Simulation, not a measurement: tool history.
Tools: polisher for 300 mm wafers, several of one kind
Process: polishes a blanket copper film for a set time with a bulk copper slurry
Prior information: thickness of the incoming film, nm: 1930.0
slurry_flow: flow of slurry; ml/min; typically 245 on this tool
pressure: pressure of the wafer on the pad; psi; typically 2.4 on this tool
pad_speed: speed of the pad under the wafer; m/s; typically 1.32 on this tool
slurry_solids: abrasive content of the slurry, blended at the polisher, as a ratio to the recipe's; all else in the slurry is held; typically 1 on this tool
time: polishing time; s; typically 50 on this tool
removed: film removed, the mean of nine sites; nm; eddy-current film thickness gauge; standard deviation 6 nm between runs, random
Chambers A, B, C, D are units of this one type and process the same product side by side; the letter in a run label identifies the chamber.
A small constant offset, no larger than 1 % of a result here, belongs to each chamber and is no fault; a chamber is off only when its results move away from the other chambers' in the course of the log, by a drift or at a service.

run,day,slurry_flow,pressure,pad_speed,slurry_solids,time,wafers polished on this pad,hours since the slurry nozzle was cleaned,hours since the head pressure was calibrated,hours since the slurry blender was calibrated,removed
1D,0.279,245,2.4,1.32,1,50,52,275.6,193.5,85.4,578.54
# day 0.325: chamber B: head pressure recalibrated
2C,0.488,245,2.4,1.32,1,50,231,451.1,343.6,113,577.44
# day 0.571: chamber A: slurry nozzle cleaned
3A,0.754,245,2.4,1.32,1,50,129,4.5,773.3,239,573.11
4B,1.158,245,2.4,1.32,1,50,895,256,20.1,75.6,578.7
5A,1.438,245,2.4,1.32,1,50,235,20.9,789.7,255.4,577.16
6B,1.783,245,2.4,1.32,1,50,992,271,35.1,90.6,573.74
7D,2.012,245,2.4,1.32,1,50,320,317.2,235.1,127,580.59
8C,2.346,245,2.4,1.32,1,50,519,495.7,388.2,157.6,587.01
# day 2.429: chamber B: slurry blender recalibrated
9B,2.692,245,2.4,1.32,1,50,1132,292.8,56.9,6.4,566.95
# day 2.742: chamber A: slurry blender recalibrated
10D,2.971,245,2.4,1.32,1,50,468,340.2,258.1,150,580.41
11A,3.183,185,2.4,1.32,1.15,50,505,62.8,831.6,10.7,579.78
12C,3.529,185,2.4,1.32,1.15,50,702,524.1,416.6,186,566.76
# day 3.542: chamber A: worn pad replaced by a new one
# day 3.671: chamber B: worn pad replaced by a new one
13B,3.758,185,2.4,1.32,1.15,50,13,318.4,82.5,32,570.77
14D,4.071,185,2.4,1.32,1.15,50,638,366.6,284.5,176.4,574.84
# day 4.117: chamber C: slurry blender recalibrated
15A,4.292,245,2.4,1.32,1,50,116,89.4,858.2,37.3,570.15
# day 4.433: chamber D: worn pad replaced by a new one
16C,4.729,325,2.4,0.92,1,50,887,552.9,445.4,14.7,413.68
17D,5.121,325,2.4,0.92,1,50,106,391.8,309.7,201.6,413.46
18C,5.5,325,2.4,0.92,1,50,1006,571.4,463.9,33.2,410.95
# day 5.546: chamber D: slurry blender recalibrated
19B,5.858,325,2.4,0.92,1,50,338,368.8,132.9,82.4,399.66
20A,6.083,245,2.4,1.32,1,50,393,132.4,901.2,80.3,575.05
21C,6.346,245,2.4,1.32,1,50,1137,591.7,484.2,53.5,578.84
22D,6.617,245,2.4,1.32,1,50,337,427.7,345.6,25.7,574.75
23A,6.817,245,2.4,1.04,1,50,506,150,918.8,97.9,459.33
# day 7.108: chamber A: worn pad replaced by a new one
24B,7.262,245,2.4,1.04,1,50,555,402.5,166.6,116.1,440.13
# day 7.283: chamber C: worn pad replaced by a new one
25B,7.533,245,2.4,1.04,1,50,597,409,173.1,122.6,442.26
# day 7.792: chamber B: slurry blender recalibrated
26A,7.929,245,2.4,1.04,1,50,127,176.7,945.5,124.6,460.24
27C,8.317,245,2.4,1.32,1,50,160,639,531.5,100.8,572.81
# day 8.446: chamber D: worn pad replaced by a new one
28D,8.596,245,2.4,1.32,1,50,23,475.2,393.1,73.2,572.1
29C,8.921,245,2.4,1.32,1,50,253,653.5,546,115.3,573.05
30D,9.333,245,2.4,1.32,1,50,137,492.9,410.8,90.9,574.61
31A,9.679,245,2.4,1.32,1,50,397,218.7,987.5,166.6,599.84
32B,10.138,245,2.4,1.32,1,50,999,471.5,235.6,56.3,569.73
# day 10.312: chamber A: worn pad replaced by a new one
# day 10.317: chamber B: slurry nozzle cleaned
33A,10.546,245,2.4,1.32,1,50,36,239.5,1008.3,187.4,603.8
34C,10.825,245,2.4,1.32,1,50,548,699.2,591.7,161,576.49
35D,11.079,245,2.4,1.32,1,50,407,534.8,452.7,132.8,565.45
# day 11.225: chamber D: slurry nozzle cleaned
36B,11.446,245,2.4,1.32,1,50,1202,27.2,267,87.7,571.1
37A,11.838,245,2.4,1.32,1,50,236,270.5,1039.3,218.4,617.21
# day 12.038: chamber B: slurry blender recalibrated
38B,12.262,245,2.4,1.32,1,50,1328,46.8,286.6,5.4,568.58
39D,12.471,245,2.4,1.32,1,50,622,29.9,486.1,166.2,572.12
40C,12.729,245,2.4,1.32,1,50,842,744.9,637.4,206.7,574.2
# day 12.888: chamber D: worn pad replaced by a new one
# day 13.088: chamber B: worn pad replaced by a new one
41D,13.138,245,2.4,1.32,1,50,38,45.9,502.1,182.2,574.96
42B,13.4,245,2.4,1.32,1,50,48,74.1,313.9,32.7,571.4
43A,13.638,245,2.4,1.32,1,50,514,313.7,1082.5,261.6,626.85

What goes on in this fleet: one chamber off, a drifting gauge, or nothing beyond the chambers' own small offsets? Name the chamber and the cause, if any.

Little by little, chamber A moves away from the other chambers.
Most likely cause: head's pressure above its setpoint, % = 9.56.

Chamber A could run next with any of the 4 candidate recipes listed below; each alters the usual settings, and their results appear as question marks. Which one brings its results back in line with what the other chambers deliver on the usual settings?
To be in line, a result may differ from the other chambers' mean on the usual settings by at most: removed 21 nm
44A-1,13.971,245,2.6,1.44,1,50,,,,,?
44A-2,13.971,245,2.4,1.2,1,50,,,,,?
44A-3,13.971,245,2.3,1.24,1,47,,,,,?
44A-4,13.971,245,2.4,1.38,1,52,,,,,?

Usual-settings mean across the other chambers: removed 571.32 nm
run,removed
44A-1,742.33
44A-2,569.74
44A-3,530.78
44A-4,682.88
The right change is 44A-2: it brings the chamber back within the allowed miss of the others.
